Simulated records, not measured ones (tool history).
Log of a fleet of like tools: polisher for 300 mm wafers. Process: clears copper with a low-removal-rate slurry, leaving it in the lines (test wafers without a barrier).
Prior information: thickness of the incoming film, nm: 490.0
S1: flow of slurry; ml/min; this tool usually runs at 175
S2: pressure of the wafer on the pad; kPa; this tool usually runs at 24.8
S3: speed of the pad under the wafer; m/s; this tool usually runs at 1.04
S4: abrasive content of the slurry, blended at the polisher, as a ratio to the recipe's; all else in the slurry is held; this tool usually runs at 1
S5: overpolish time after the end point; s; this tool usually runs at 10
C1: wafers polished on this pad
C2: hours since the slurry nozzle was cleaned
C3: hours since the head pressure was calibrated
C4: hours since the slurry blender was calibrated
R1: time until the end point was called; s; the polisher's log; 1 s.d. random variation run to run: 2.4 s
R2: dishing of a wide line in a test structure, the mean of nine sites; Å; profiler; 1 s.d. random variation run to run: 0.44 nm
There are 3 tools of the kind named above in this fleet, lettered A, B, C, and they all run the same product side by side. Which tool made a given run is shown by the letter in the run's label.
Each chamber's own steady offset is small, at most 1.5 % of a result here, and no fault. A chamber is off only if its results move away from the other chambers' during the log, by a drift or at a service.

run	hour	S1	S2	S3	S4	S5	C1	C2	C3	C4	R1	R2
1C	6.5	175	24.8	1.04	1	10	1227	660.4	453.2	57	145.09	233.56
# hour 13.1: chamber B: slurry blender recalibrated
2B	17.5	175	24.8	1.04	1	10	677	191.4	164	4.5	143.85	231.9
3A	28.5	175	24.8	1.04	1	10	591	957.9	146.7	56.8	145.67	228.93
# hour 36.9: chamber C: worn pad replaced by a new one
4C	39.6	175	24.8	1.04	1	10	28	693.5	486.3	90.1	142.75	240.79
5B	50.2	175	27.6	1.04	1.2	10	1004	224.1	196.7	37.2	123.11	272.57
# hour 51: chamber A: slurry nozzle cleaned
6A	60	175	27.6	1.04	1.2	10	906	9	178.2	88.3	123.74	262.56
# hour 66.7: chamber C: slurry blender recalibrated
# hour 68.5: chamber B: worn pad replaced by a new one
7B	68.6	175	27.6	1.04	1.2	10	1	242.5	215.1	55.6	124.3	263.51
8C	76.9	175	24.8	1.04	1	10	401	730.8	523.6	10.3	141.62	234.37
9A	84.5	175	24.8	1.04	1	10	1152	33.5	202.7	112.8	146.29	230.22
10B	96.2	175	24.8	1.04	1	10	278	270.1	242.7	83.2	146.66	238.51
11A	106.4	175	24.8	1.04	1	10	1371	55.4	224.6	134.7	144.83	231.76
12C	112.7	205	24.8	1.04	1	10	760	766.6	559.4	46.1	140.79	234.82
# hour 118.6: chamber C: slurry nozzle cleaned
# hour 119.5: chamber A: worn pad replaced by a new one
13B	120.8	205	24.8	1.04	1	10	524	294.7	267.3	107.8	144.34	247.33
14A	132.7	205	24.8	1.04	1	10	132	81.7	250.9	161	139.93	237.86
15C	140.9	175	24.8	1.04	1	10	1043	22.3	587.6	74.3	143.16	236.52
16C	150.4	175	24.8	1.04	1	10	1138	31.8	597.1	83.8	142.3	232.29
# hour 159.3: chamber C: worn pad replaced by a new one
17A	161.4	175	24.8	1.04	1	10	420	110.4	279.6	189.7	141.76	239.41
18B	168.8	175	24.8	1.22	1	16	1005	342.7	315.3	155.8	123.21	383.66
# hour 175.1: chamber B: worn pad replaced by a new one
19C	179.8	175	24.8	1.22	1	16	206	61.2	626.5	113.2	121.25	385.94
20B	187.5	175	24.8	1.22	1	16	124	361.4	334	174.5	119.84	394.8
# hour 188.8: chamber B: slurry blender recalibrated
# hour 192.5: chamber C: slurry blender recalibrated
21A	196.6	175	17.2	0.92	1	10	773	145.6	314.8	224.9	221.65	156.59
22B	201.8	175	17.2	0.92	1	10	268	375.7	348.3	13.1	230.87	150.26
23C	213.5	175	17.2	0.92	1	10	544	94.9	660.2	21	237.79	150.4
24A	225.2	175	24.8	1.04	1	10	1059	174.2	343.4	253.5	138.04	244.66
25B	236.1	175	24.8	1.04	1	10	611	410	382.6	47.4	147.69	234.98
# hour 243.8: chamber A: worn pad replaced by a new one
26A	246.8	175	24.8	1.04	1	10	30	195.8	365	275.1	131.56	247.69
27C	253.5	175	24.8	1.04	1	10	945	134.9	700.2	61	142.21	238.86
28C	263.1	175	24.8	1.04	1	10	1041	144.5	709.8	70.6	141.12	234.81
# hour 268.7: chamber A: slurry blender recalibrated
29B	270.5	175	24.8	1.04	1	10	956	444.4	417	81.8	146.33	238.28
30A	277.7	175	24.8	1.04	1	10	340	226.7	395.9	9	136.57	248.43
# hour 281.3: chamber C: worn pad replaced by a new one
# hour 288.9: chamber B: worn pad replaced by a new one
31B	289.3	175	32.4	0.82	1	10	4	463.2	435.8	100.6	139.25	232.05
32C	300.7	175	32.4	0.82	1	10	194	182.1	747.4	108.2	139.04	247.71
33A	306.7	175	32.4	0.82	1	10	631	255.7	424.9	38	123.53	256.02
34B	315.2	175	24.8	1.04	1	10	264	489.1	461.7	126.5	148.2	230.13

Is one chamber out of step, is the gauge drifting, or do the chambers differ by no more than their own small offsets? For an off chamber, give its letter and the likeliest cause.

Little by little, chamber A moves away from the other chambers.
Most likely cause: head's pressure above its setpoint, % = 10.4.

Which of the 4 candidates below, each the usual settings with something changed and its results left as question marks, puts chamber A back in line with what the other chambers give on the usual settings?
In line here means within this much of the mean the other chambers give on the usual settings: R1 8.5 s; R2 15 Å
35A-1	323.8	175	26.2	1.08	1	10					?	?
35A-2	323.8	175	22.8	0.94	1	10					?	?
35A-3	323.8	175	26.9	1.14	1	10					?	?
35A-4	323.8	175	23.4	1	1	10					?	?

The other chambers' mean on the usual settings: R1 143.95 s; R2 234.14 Å
run	R1	R2
35A-1	120.56	273.86
35A-2	159.66	214.01
35A-3	111.23	293.27
35A-4	145.56	232.17
With 35A-4, the chamber falls back in line with the rest.

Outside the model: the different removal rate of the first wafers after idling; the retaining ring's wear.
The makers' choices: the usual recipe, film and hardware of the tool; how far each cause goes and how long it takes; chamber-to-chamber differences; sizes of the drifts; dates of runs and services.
